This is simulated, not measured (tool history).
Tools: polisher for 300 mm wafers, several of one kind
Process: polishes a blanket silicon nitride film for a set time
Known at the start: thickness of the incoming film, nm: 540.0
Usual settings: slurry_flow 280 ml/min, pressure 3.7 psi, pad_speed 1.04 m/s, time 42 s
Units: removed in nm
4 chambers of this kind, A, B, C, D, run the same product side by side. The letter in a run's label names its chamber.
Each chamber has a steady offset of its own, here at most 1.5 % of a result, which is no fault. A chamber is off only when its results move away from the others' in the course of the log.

run,day,slurry_flow,pressure,pad_speed,time,removed
1A,0.479,280,3.7,1.04,42,91.480
2D,0.762,280,3.7,1.04,42,91.710
# day 0.879: chamber C: worn pad replaced by a new one
# day 1.125: chamber A: worn pad replaced by a new one
3B,1.279,280,3.7,1.04,42,89.515
4C,1.671,280,3.7,1.04,42,90.050
# day 1.758: chamber D: worn pad replaced by a new one
5B,2.075,280,3.7,1.04,42,89.242
6C,2.583,280,3.7,1.04,42,89.791
7D,3.129,280,3.7,1.04,42,92.132
# day 3.371: chamber C: worn pad replaced by a new one
# day 3.450: chamber B: worn pad replaced by a new one
8A,3.454,280,3.7,1.04,42,90.726
# day 3.892: chamber A: worn pad replaced by a new one
9B,3.983,280,3.7,1.04,42,91.386
# day 4.138: chamber C: head pressure recalibrated
10A,4.288,230,3.7,0.86,42,75.548
11D,4.712,230,3.7,0.86,42,78.612
12C,5.004,230,3.7,0.86,42,76.440
13C,5.312,230,3.7,0.86,42,76.656
# day 5.638: chamber D: worn pad replaced by a new one
14D,5.700,280,2.5,0.74,42,47.404
# day 5.783: chamber C: worn pad replaced by a new one
15B,6.217,280,2.5,0.74,42,46.624
# day 6.408: chamber A: worn pad replaced by a new one
16A,6.704,280,2.5,0.74,42,45.008
# day 6.971: chamber B: worn pad replaced by a new one
17B,7.154,280,2.5,0.74,42,46.835
18C,7.708,280,3.7,1.04,42,90.310
# day 8.042: chamber C: slurry nozzle cleaned
19A,8.125,280,3.7,1.04,42,85.848
# day 8.554: chamber B: slurry nozzle cleaned
# day 8.583: chamber C: worn pad replaced by a new one
20D,8.646,280,3.7,1.04,42,91.759
# day 8.754: chamber A: worn pad replaced by a new one
# day 8.812: chamber D: worn pad replaced by a new one
21A,9.083,280,3.7,1.04,42,85.562
22B,9.629,280,3.7,1.04,42,91.280
23C,10.146,280,3.7,1.04,42,89.104
# day 10.588: chamber B: worn pad replaced by a new one
24D,10.604,280,3.7,1.04,42,91.930
# day 10.662: chamber C: worn pad replaced by a new one
25D,11.079,280,3.7,1.04,42,91.099
# day 11.208: chamber A: worn pad replaced by a new one
26C,11.417,280,3.7,1.04,42,91.582
27B,11.712,280,3.7,1.04,42,91.379
# day 11.762: chamber A: slurry nozzle cleaned
28A,12.183,280,3.7,1.04,42,80.329

All 4 chambers run these settings next. Forecast each chamber's results:
29A,12.596,280,3.7,1.04,34,?
29B,12.596,280,3.7,1.04,34,?
29C,12.596,280,3.7,1.04,34,?
29D,12.596,280,3.7,1.04,34,?

run,removed
29A,66.145
29B,72.980
29C,72.408
29D,75.012
